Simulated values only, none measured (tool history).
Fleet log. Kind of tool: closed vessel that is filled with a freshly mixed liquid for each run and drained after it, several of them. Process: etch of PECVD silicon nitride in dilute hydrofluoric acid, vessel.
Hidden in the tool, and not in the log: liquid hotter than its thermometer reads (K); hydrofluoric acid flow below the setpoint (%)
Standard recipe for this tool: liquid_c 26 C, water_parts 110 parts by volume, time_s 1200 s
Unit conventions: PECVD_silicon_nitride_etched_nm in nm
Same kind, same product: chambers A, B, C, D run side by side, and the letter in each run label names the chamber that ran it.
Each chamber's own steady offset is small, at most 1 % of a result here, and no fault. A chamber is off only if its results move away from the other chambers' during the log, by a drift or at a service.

run	hour	liquid_c	water_parts	time_s	hours since the thermometer was replaced	hours since the hydrofluoric acid flow meter was replaced	read-back film thickness of the PECVD silicon nitride reference wafer, read on the same gauge (nm)	PECVD_silicon_nitride_etched_nm
1C	4.2	26	110	1200	628.7	1385.8	60.034	20.851
2D	9.3	26	110	1200	1490.8	533.9	60.008	21.094
3A	16.3	26	110	1200	1315.6	839.1	59.99	21.17
4B	23.6	26	110	1200	2294.6	1555.6	60.033	21.313
5C	28.3	26	110	1200	652.8	1409.9	60.028	20.994
6D	31.5	26	110	1200	1513	556.1	60.017	21.033
7B	37	24.5	110	1200	2308	1569	59.973	19.405
8A	41.3	24.5	110	1200	1340.6	864.1	59.987	19.286
9B	48.5	24.5	110	1200	2319.5	1580.5	59.959	19.42
10D	55.1	24.5	110	1200	1536.6	579.7	60.023	19.482
11A	60.1	26	110	1200	1359.4	882.9	60.005	21.129
12C	66.3	26	110	1200	690.8	1447.9	60.035	21.293
13A	69.8	26	110	1200	1369.1	892.6	60.007	21.332
14C	75.8	26	110	1200	700.3	1457.4	59.988	21.059
15D	81.3	26	110	1200	1562.8	605.9	60.004	21.692
16B	84.8	26	110	1200	2355.8	1616.8	59.98	20.945
17B	89.4	26	110	1200	2360.4	1621.4	60.027	21.366
18C	96.3	26	110	1200	720.8	1477.9	60.031	20.818
19A	99.9	30.5	145	1200	1399.2	922.7	60.002	21.301
20D	104.2	30.5	145	1200	1585.7	628.8	59.98	21.948
21A	111.2	30.5	145	1200	1410.5	934	60.002	21.044
22D	116.8	30.5	145	1200	1598.3	641.4	60.011	22.053
23C	122.9	24	140	1200	747.4	1504.5	59.974	14.72
24B	129.1	24	140	1200	2400.1	1661.1	59.968	14.613
25D	133.6	24	140	1200	1615.1	658.2	60.025	15.505
# hour 137.7: chamber B: thermometer replaced
26B	139.2	24	140	1200	1.6	1671.2	59.972	14.82
27C	144.9	26	110	1200	769.4	1526.5	59.999	20.947
28A	148.5	26	110	1200	1447.8	971.3	60.002	21.361
29C	155.2	26	110	1200	779.7	1536.8	60.001	21.176
30D	161.3	26	110	1200	1642.8	685.9	59.966	22.771
# hour 163.5: chamber A: hydrofluoric acid flow meter replaced
31A	165.3	26	110	1200	1464.6	1.8	60.032	21.311
32B	170.2	26	110	1200	32.6	1702.2	59.992	21.449
33C	175.8	26	110	1200	800.3	1557.4	60.023	20.809
34D	179.8	26	110	1200	1661.3	704.4	60.018	23.064
35B	185.8	26	110	1200	48.2	1717.8	59.962	21.43
36A	190.6	28	110	1200	1489.9	27.1	60.017	24.086
37D	194.9	28	110	1200	1676.4	719.5	60.001	26.773

Is one chamber off against the others, does the gauge drift, or is nothing wrong? If a chamber is off, say which, and what the likeliest cause is.

Chamber D drifts away from the others.
Likeliest cause: liquid hotter than its thermometer reads (K) = 1.7.
The log may not separate it from: hydrofluoric acid flow above the setpoint (%).

Chamber D could run next with any of the 4 candidate recipes listed below; each alters the usual settings, and their results appear as question marks. Which one brings its results back in line with what the other chambers deliver on the usual settings?
In line here means within this much of the mean the other chambers give on the usual settings: PECVD_silicon_nitride_etched_nm 0.55 nm
38D-1	200.2	26	110	1260				?
38D-2	200.2	26	115	1130				?
38D-3	200.2	26	100	1200				?
38D-4	200.2	26	110	1140				?

Usual-settings mean across the other chambers: PECVD_silicon_nitride_etched_nm 21.194 nm
run	PECVD_silicon_nitride_etched_nm
38D-1	24.649
38D-2	21.134
38D-3	25.856
38D-4	22.301
Change 38D-2 lands the chamber within the allowed miss of the other chambers.
